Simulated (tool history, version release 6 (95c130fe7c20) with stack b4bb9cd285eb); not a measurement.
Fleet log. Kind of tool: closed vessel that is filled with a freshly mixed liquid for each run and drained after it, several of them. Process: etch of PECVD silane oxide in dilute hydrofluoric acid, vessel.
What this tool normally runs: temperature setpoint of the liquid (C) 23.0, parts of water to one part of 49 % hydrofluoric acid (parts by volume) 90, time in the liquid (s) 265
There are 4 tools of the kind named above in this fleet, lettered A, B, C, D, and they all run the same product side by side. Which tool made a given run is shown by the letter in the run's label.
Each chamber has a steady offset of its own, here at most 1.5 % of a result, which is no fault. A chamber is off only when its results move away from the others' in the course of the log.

run     day  temperature setpoint of the liquid (C)  parts of water to one part of 49 % hydrofluoric acid (parts by volume)  time in the liquid (s)  read-back film thickness of the PECVD silane oxide reference wafer, read on the same gauge (nm)  thickness taken off the PECVD silane oxide on a monitor wafer (angstrom)
 1A   0.558                                    23.0                                                                      90                     265                                                                                           99.996                                                                    427.03
 2D   0.871                                    23.0                                                                      90                     265                                                                                           99.936                                                                    426.00
 3B   1.212                                    23.0                                                                      90                     265                                                                                          100.030                                                                    427.94
      1.488  -- chamber A: thermometer replaced
 4C   1.738                                    23.0                                                                      90                     265                                                                                          100.010                                                                    427.58
 5B   2.329                                    23.0                                                                      75                     265                                                                                           99.998                                                                    526.16
 6D   2.779                                    23.0                                                                      75                     265                                                                                           99.997                                                                    524.81
 7A   3.067                                    23.0                                                                      75                     265                                                                                           99.968                                                                    520.58
 8C   3.362                                    23.0                                                                      75                     265                                                                                           99.986                                                                    523.09
 9B   3.946                                    23.0                                                                      90                     265                                                                                          100.050                                                                    430.59
10D   4.446                                    23.0                                                                      90                     265                                                                                          100.020                                                                    425.63
11C   4.958                                    23.0                                                                      90                     265                                                                                          100.060                                                                    430.50
12A   5.517                                    23.0                                                                      90                     265                                                                                           99.987                                                                    426.77
13C   6.067                                    23.0                                                                      90                     265                                                                                           99.946                                                                    429.10
14D   6.433                                    24.5                                                                      90                     135                                                                                           99.919                                                                    230.67
15A   6.812                                    24.5                                                                      90                     135                                                                                          100.010                                                                    228.97
16B   7.458                                    24.5                                                                      90                     135                                                                                           99.984                                                                    231.93
17B   8.029                                    24.5                                                                      90                     135                                                                                          100.050                                                                    232.33
18C   8.542                                    23.0                                                                      90                     265                                                                                           99.951                                                                    423.95
19D   8.888                                    23.0                                                                      90                     265                                                                                           99.987                                                                    427.08
20A   9.233                                    23.0                                                                      90                     265                                                                                          100.040                                                                    425.62
21C   9.650                                    23.0                                                                      90                     265                                                                                          100.000                                                                    424.27
22D  10.200                                    20.0                                                                      90                     115                                                                                           99.996                                                                    165.10
23A  10.650                                    20.0                                                                      90                     115                                                                                           99.964                                                                    163.80
24B  10.954                                    20.0                                                                      90                     115                                                                                           99.991                                                                    166.26
25B  11.383                                    20.0                                                                      90                     115                                                                                           99.976                                                                    165.15
26D  12.000                                    23.0                                                                      90                     265                                                                                           99.981                                                                    426.14
27A  12.483                                    23.0                                                                      90                     265                                                                                           99.997                                                                    425.85
28C  12.842                                    23.0                                                                      90                     265                                                                                           99.984                                                                    419.89
29D  13.367                                    23.0                                                                      90                     265                                                                                          100.060                                                                    425.30

Which is it: a chamber that has drifted or been left off by a service, a gauge drift common to all chambers, or only each chamber's usual small offset? If a chamber is off, name it and its likeliest cause.

Chamber C drifts away from the others.
Cause: hydrofluoric acid flow below the setpoint (%) = 1.87.
Not necessarily distinguishable in this log from: liquid colder than its thermometer reads (K).

Here are 4 candidates for chamber C's next run, each the usual settings with a change, their results left as question marks. Which one brings its results back in line with what the others give on the usual settings?
In-line tolerance around the mean of the other chambers on the usual settings: thickness taken off the PECVD silane oxide on a monitor wafer (angstrom) 5.30
30C-1  13.829                                    23.0                                                                      90                     275                                                                                                                                                                          ?
30C-2  13.829                                    23.0                                                                      90                     255                                                                                                                                                                          ?
30C-3  13.829                                    23.5                                                                      90                     265                                                                                                                                                                          ?
30C-4  13.829                                    22.5                                                                      90                     265                                                                                                                                                                          ?

The mean the other chambers reach with the usual settings: thickness taken off the PECVD silane oxide on a monitor wafer (angstrom) 427.69
  run  thickness taken off the PECVD silane oxide on a monitor wafer (angstrom)
30C-1                                                                    434.92
30C-2                                                                    403.29
30C-3                                                                    427.60
30C-4                                                                    410.74
Change 30C-3 lands the chamber within the allowed miss of the other chambers.
